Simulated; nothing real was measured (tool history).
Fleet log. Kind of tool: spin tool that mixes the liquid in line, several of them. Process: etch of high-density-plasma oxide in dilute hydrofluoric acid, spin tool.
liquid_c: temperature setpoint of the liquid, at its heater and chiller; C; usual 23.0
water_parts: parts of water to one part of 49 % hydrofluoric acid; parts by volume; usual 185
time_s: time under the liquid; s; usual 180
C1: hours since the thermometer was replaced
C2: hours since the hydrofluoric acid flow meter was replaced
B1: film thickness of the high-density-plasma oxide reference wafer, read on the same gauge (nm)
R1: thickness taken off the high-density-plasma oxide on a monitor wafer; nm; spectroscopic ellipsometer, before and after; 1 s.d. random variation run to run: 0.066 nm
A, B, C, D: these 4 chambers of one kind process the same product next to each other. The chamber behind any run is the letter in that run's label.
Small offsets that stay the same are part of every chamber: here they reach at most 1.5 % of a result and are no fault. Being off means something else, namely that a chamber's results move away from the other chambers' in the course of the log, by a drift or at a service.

{"run": "1C", "hour": 5.8, "liquid_c": 23.0, "water_parts": 185, "time_s": 180, "C1": 887.1, "C2": 1138.3, "B1": 69.982, "R1": 9.0089}
{"run": "2D", "hour": 18.4, "liquid_c": 23.0, "water_parts": 185, "time_s": 180, "C1": 204.3, "C2": 34.0, "B1": 70.058, "R1": 8.9115}
{"run": "3A", "hour": 29.0, "liquid_c": 23.0, "water_parts": 185, "time_s": 180, "C1": 515.0, "C2": 905.9, "B1": 69.972, "R1": 9.0846}
{"run": "4B", "hour": 37.7, "liquid_c": 23.0, "water_parts": 185, "time_s": 180, "C1": 1708.7, "C2": 2058.0, "B1": 70.042, "R1": 9.0329}
{"run": "5A", "hour": 49.7, "liquid_c": 23.0, "water_parts": 130, "time_s": 180, "C1": 535.7, "C2": 926.6, "B1": 70.022, "R1": 13.307}
{"run": "6D", "hour": 57.2, "liquid_c": 23.0, "water_parts": 130, "time_s": 180, "C1": 243.1, "C2": 72.8, "B1": 69.996, "R1": 13.117}
{"run": "7C", "hour": 63.3, "liquid_c": 23.0, "water_parts": 130, "time_s": 180, "C1": 944.6, "C2": 1195.8, "B1": 69.988, "R1": 13.484}
{"run": "8B", "hour": 70.2, "liquid_c": 23.0, "water_parts": 130, "time_s": 180, "C1": 1741.2, "C2": 2090.5, "B1": 70.004, "R1": 13.571}
{"run": "9C", "hour": 77.6, "liquid_c": 23.0, "water_parts": 185, "time_s": 180, "C1": 958.9, "C2": 1210.1, "B1": 69.986, "R1": 8.9221}
{"run": "10D", "hour": 89.9, "liquid_c": 23.0, "water_parts": 185, "time_s": 180, "C1": 275.8, "C2": 105.5, "B1": 70.016, "R1": 8.7915}
{"run": "11A", "hour": 100.8, "liquid_c": 23.0, "water_parts": 185, "time_s": 180, "C1": 586.8, "C2": 977.7, "B1": 70.025, "R1": 9.1014}
{"run": "12B", "hour": 107.5, "liquid_c": 23.0, "water_parts": 185, "time_s": 180, "C1": 1778.5, "C2": 2127.8, "B1": 70.003, "R1": 8.9398}
{"run": "13C", "hour": 114.2, "liquid_c": 20.5, "water_parts": 185, "time_s": 180, "C1": 995.5, "C2": 1246.7, "B1": 69.988, "R1": 8.1604}
{"run": "14B", "hour": 122.3, "liquid_c": 20.5, "water_parts": 185, "time_s": 180, "C1": 1793.3, "C2": 2142.6, "B1": 69.999, "R1": 8.2315}
{"run": "15D", "hour": 129.6, "liquid_c": 20.5, "water_parts": 185, "time_s": 180, "C1": 315.5, "C2": 145.2, "B1": 69.999, "R1": 7.973}
{"run": "16A", "hour": 135.4, "liquid_c": 20.5, "water_parts": 185, "time_s": 180, "C1": 621.4, "C2": 1012.3, "B1": 69.986, "R1": 8.1426}
{"run": "17D", "hour": 142.5, "liquid_c": 23.0, "water_parts": 185, "time_s": 180, "C1": 328.4, "C2": 158.1, "B1": 69.967, "R1": 8.6771}
{"run": "18B", "hour": 152.2, "liquid_c": 23.0, "water_parts": 185, "time_s": 180, "C1": 1823.2, "C2": 2172.5, "B1": 69.978, "R1": 9.0814}
{"run": "19A", "hour": 164.6, "liquid_c": 23.0, "water_parts": 185, "time_s": 130, "C1": 650.6, "C2": 1041.5, "B1": 69.984, "R1": 6.5188}
{"run": "20C", "hour": 170.7, "liquid_c": 23.0, "water_parts": 185, "time_s": 130, "C1": 1052.0, "C2": 1303.2, "B1": 70.013, "R1": 6.4889}
{"hour": 174.5, "done": "chamber A: thermometer replaced"}
{"run": "21A", "hour": 179.3, "liquid_c": 23.0, "water_parts": 185, "time_s": 130, "C1": 4.8, "C2": 1056.2, "B1": 69.977, "R1": 6.5039}
{"run": "22D", "hour": 191.1, "liquid_c": 23.0, "water_parts": 185, "time_s": 130, "C1": 377.0, "C2": 206.7, "B1": 69.968, "R1": 6.2412}
{"run": "23C", "hour": 197.2, "liquid_c": 23.0, "water_parts": 185, "time_s": 180, "C1": 1078.5, "C2": 1329.7, "B1": 70.029, "R1": 8.8007}
{"run": "24B", "hour": 206.4, "liquid_c": 23.0, "water_parts": 185, "time_s": 180, "C1": 1877.4, "C2": 2226.7, "B1": 70.014, "R1": 9.0519}
{"run": "25A", "hour": 215.9, "liquid_c": 23.0, "water_parts": 185, "time_s": 180, "C1": 41.4, "C2": 1092.8, "B1": 69.974, "R1": 8.8745}
{"run": "26D", "hour": 228.2, "liquid_c": 23.0, "water_parts": 185, "time_s": 180, "C1": 414.1, "C2": 243.8, "B1": 70.014, "R1": 8.3803}
{"run": "27B", "hour": 236.4, "liquid_c": 23.0, "water_parts": 185, "time_s": 180, "C1": 1907.4, "C2": 2256.7, "B1": 70.012, "R1": 9.0047}
{"run": "28C", "hour": 248.4, "liquid_c": 23.0, "water_parts": 185, "time_s": 180, "C1": 1129.7, "C2": 1380.9, "B1": 69.966, "R1": 8.8694}
{"run": "29D", "hour": 257.5, "liquid_c": 23.0, "water_parts": 120, "time_s": 120, "C1": 443.4, "C2": 273.1, "B1": 69.996, "R1": 9.2437}
{"run": "30C", "hour": 268.8, "liquid_c": 23.0, "water_parts": 120, "time_s": 120, "C1": 1150.1, "C2": 1401.3, "B1": 70.023, "R1": 9.7711}
{"run": "31A", "hour": 278.2, "liquid_c": 23.0, "water_parts": 120, "time_s": 120, "C1": 103.7, "C2": 1155.1, "B1": 70.041, "R1": 9.8647}
{"run": "32B", "hour": 285.2, "liquid_c": 23.0, "water_parts": 120, "time_s": 120, "C1": 1956.2, "C2": 2305.5, "B1": 69.971, "R1": 9.8974}

Each of the 4 chambers runs these same settings next. Fill in every chamber's results:
{"run": "33A", "hour": 294.4, "liquid_c": 23.0, "water_parts": 185, "time_s": 180, "R1": "?"}
{"run": "33B", "hour": 294.4, "liquid_c": 23.0, "water_parts": 185, "time_s": 180, "R1": "?"}
{"run": "33C", "hour": 294.4, "liquid_c": 23.0, "water_parts": 185, "time_s": 180, "R1": "?"}
{"run": "33D", "hour": 294.4, "liquid_c": 23.0, "water_parts": 185, "time_s": 180, "R1": "?"}

run=33A R1=8.9378
run=33B R1=9.0438
run=33C R1=8.9019
run=33D R1=8.2863

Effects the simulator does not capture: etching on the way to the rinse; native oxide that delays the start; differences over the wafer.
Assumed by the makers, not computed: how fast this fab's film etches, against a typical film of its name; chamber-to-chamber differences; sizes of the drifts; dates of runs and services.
